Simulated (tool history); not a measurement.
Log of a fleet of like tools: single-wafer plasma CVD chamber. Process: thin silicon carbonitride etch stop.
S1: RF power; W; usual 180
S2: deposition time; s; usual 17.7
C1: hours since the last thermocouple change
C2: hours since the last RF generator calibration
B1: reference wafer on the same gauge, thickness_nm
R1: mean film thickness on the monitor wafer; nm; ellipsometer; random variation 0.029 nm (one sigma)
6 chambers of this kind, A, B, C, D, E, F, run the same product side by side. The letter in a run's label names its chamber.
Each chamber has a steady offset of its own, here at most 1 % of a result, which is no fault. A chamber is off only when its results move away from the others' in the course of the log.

{"run": "1A", "day": 0.296, "S1": 180, "S2": 17.7, "C1": 1358.5, "C2": 807.7, "B1": 8.8896, "R1": 9.7931}
{"run": "2D", "day": 0.575, "S1": 180, "S2": 17.7, "C1": 3001.4, "C2": 1270.1, "B1": 8.8921, "R1": 9.7173}
{"run": "3C", "day": 1.054, "S1": 180, "S2": 17.7, "C1": 1534.3, "C2": 798.9, "B1": 8.8868, "R1": 9.66}
{"run": "4B", "day": 1.338, "S1": 180, "S2": 17.7, "C1": 641.1, "C2": 455.1, "B1": 8.8897, "R1": 9.7717}
{"run": "5F", "day": 1.762, "S1": 180, "S2": 17.7, "C1": 718.6, "C2": 2170.6, "B1": 8.8868, "R1": 9.8442}
{"day": 1.962, "done": "chamber F: RF generator calibrated"}
{"run": "6E", "day": 2.054, "S1": 180, "S2": 17.7, "C1": 1087.4, "C2": 256.8, "B1": 8.8868, "R1": 9.8059}
{"run": "7A", "day": 2.429, "S1": 180, "S2": 17.7, "C1": 1409.7, "C2": 858.9, "B1": 8.8934, "R1": 9.7119}
{"run": "8C", "day": 2.717, "S1": 180, "S2": 17.7, "C1": 1574.2, "C2": 838.8, "B1": 8.8895, "R1": 9.6512}
{"run": "9B", "day": 3.329, "S1": 180, "S2": 17.7, "C1": 688.9, "C2": 502.9, "B1": 8.8959, "R1": 9.8001}
{"day": 3.771, "done": "chamber D: thermocouple changed; heater temperature recalibrated"}
{"run": "10D", "day": 3.808, "S1": 180, "S2": 17.7, "C1": 1, "C2": 1347.7, "B1": 8.8886, "R1": 9.7312}
{"run": "11F", "day": 4.275, "S1": 180, "S2": 17.7, "C1": 778.9, "C2": 55.6, "B1": 8.8837, "R1": 9.7734}
{"run": "12E", "day": 4.658, "S1": 150, "S2": 17.7, "C1": 1149.9, "C2": 319.3, "B1": 8.8921, "R1": 9.279}
{"run": "13D", "day": 5.096, "S1": 150, "S2": 17.7, "C1": 31.9, "C2": 1378.6, "B1": 8.8884, "R1": 9.1791}
{"run": "14C", "day": 5.65, "S1": 150, "S2": 17.7, "C1": 1644.6, "C2": 909.2, "B1": 8.8917, "R1": 9.1741}
{"run": "15A", "day": 5.992, "S1": 150, "S2": 17.7, "C1": 1495.2, "C2": 944.4, "B1": 8.8909, "R1": 9.2208}
{"run": "16E", "day": 6.279, "S1": 150, "S2": 17.7, "C1": 1188.8, "C2": 358.2, "B1": 8.9007, "R1": 9.2653}
{"day": 6.667, "done": "chamber A: thermocouple changed; heater temperature recalibrated"}
{"run": "17B", "day": 6.762, "S1": 150, "S2": 17.7, "C1": 771.3, "C2": 585.3, "B1": 8.8885, "R1": 9.1974}
{"run": "18F", "day": 7.062, "S1": 180, "S2": 17.7, "C1": 845.8, "C2": 122.5, "B1": 8.8863, "R1": 9.8279}
{"run": "19A", "day": 7.462, "S1": 180, "S2": 17.7, "C1": 19.1, "C2": 979.7, "B1": 8.8881, "R1": 9.7489}
{"run": "20B", "day": 7.888, "S1": 180, "S2": 17.7, "C1": 798.3, "C2": 612.3, "B1": 8.8959, "R1": 9.7588}
{"run": "21E", "day": 8.362, "S1": 180, "S2": 17.7, "C1": 1238.8, "C2": 408.2, "B1": 8.889, "R1": 9.7936}
{"run": "22F", "day": 8.912, "S1": 180, "S2": 17.7, "C1": 890.2, "C2": 166.9, "B1": 8.8916, "R1": 9.8516}
{"run": "23C", "day": 9.467, "S1": 180, "S2": 17.7, "C1": 1736.2, "C2": 1000.8, "B1": 8.8889, "R1": 9.6884}
{"run": "24D", "day": 9.812, "S1": 180, "S2": 17.7, "C1": 145.1, "C2": 1491.8, "B1": 8.892, "R1": 9.6421}
{"run": "25C", "day": 10.392, "S1": 180, "S2": 17.7, "C1": 1758.4, "C2": 1023, "B1": 8.892, "R1": 9.6418}
{"run": "26F", "day": 10.896, "S1": 180, "S2": 16, "C1": 937.8, "C2": 214.5, "B1": 8.8968, "R1": 8.8644}
{"day": 10.988, "done": "chamber E: thermocouple changed; heater temperature recalibrated"}
{"run": "27D", "day": 11.346, "S1": 180, "S2": 16, "C1": 181.9, "C2": 1528.6, "B1": 8.8977, "R1": 8.7002}
{"run": "28B", "day": 11.954, "S1": 180, "S2": 16, "C1": 895.9, "C2": 709.9, "B1": 8.8849, "R1": 8.7773}
{"run": "29A", "day": 12.488, "S1": 180, "S2": 16, "C1": 139.7, "C2": 1100.3, "B1": 8.8912, "R1": 8.8007}
{"run": "30E", "day": 12.875, "S1": 180, "S2": 16, "C1": 45.3, "C2": 516.5, "B1": 8.8948, "R1": 8.9169}
{"run": "31F", "day": 13.454, "S1": 180, "S2": 16, "C1": 999.2, "C2": 275.9, "B1": 8.8878, "R1": 8.8531}
{"run": "32D", "day": 14.071, "S1": 180, "S2": 17.7, "C1": 247.3, "C2": 1594, "B1": 8.8883, "R1": 9.5699}
{"run": "33C", "day": 14.675, "S1": 180, "S2": 17.7, "C1": 1861.2, "C2": 1125.8, "B1": 8.8903, "R1": 9.6633}
{"run": "34E", "day": 15.275, "S1": 180, "S2": 17.7, "C1": 102.9, "C2": 574.1, "B1": 8.9, "R1": 9.7842}
{"run": "35A", "day": 15.804, "S1": 180, "S2": 14.4, "C1": 219.3, "C2": 1179.9, "B1": 8.8905, "R1": 7.9216}
{"run": "36B", "day": 16.283, "S1": 180, "S2": 14.4, "C1": 999.8, "C2": 813.8, "B1": 8.898, "R1": 7.9036}
{"run": "37B", "day": 16.604, "S1": 180, "S2": 14.4, "C1": 1007.5, "C2": 821.5, "B1": 8.8886, "R1": 7.9517}
{"run": "38F", "day": 17.075, "S1": 180, "S2": 14.4, "C1": 1086.1, "C2": 362.8, "B1": 8.8811, "R1": 7.9671}
{"run": "39C", "day": 17.65, "S1": 180, "S2": 14.4, "C1": 1932.6, "C2": 1197.2, "B1": 8.8975, "R1": 7.9037}
{"run": "40E", "day": 18.1, "S1": 180, "S2": 14.4, "C1": 170.7, "C2": 641.9, "B1": 8.8917, "R1": 7.9819}
{"run": "41A", "day": 18.429, "S1": 215, "S2": 15.6, "C1": 282.3, "C2": 1242.9, "B1": 8.8977, "R1": 9.0513}
{"run": "42D", "day": 18.975, "S1": 215, "S2": 15.6, "C1": 365, "C2": 1711.7, "B1": 8.8943, "R1": 8.8143}

All 6 chambers run these settings next. Forecast each chamber's results:
{"run": "43A", "day": 19.429, "S1": 180, "S2": 17.7, "R1": "?"}
{"run": "43B", "day": 19.429, "S1": 180, "S2": 17.7, "R1": "?"}
{"run": "43C", "day": 19.429, "S1": 180, "S2": 17.7, "R1": "?"}
{"run": "43D", "day": 19.429, "S1": 180, "S2": 17.7, "R1": "?"}
{"run": "43E", "day": 19.429, "S1": 180, "S2": 17.7, "R1": "?"}
{"run": "43F", "day": 19.429, "S1": 180, "S2": 17.7, "R1": "?"}

run=43A R1=9.7512
run=43B R1=9.7817
run=43C R1=9.6494
run=43D R1=9.4813
run=43E R1=9.7531
run=43F R1=9.8355
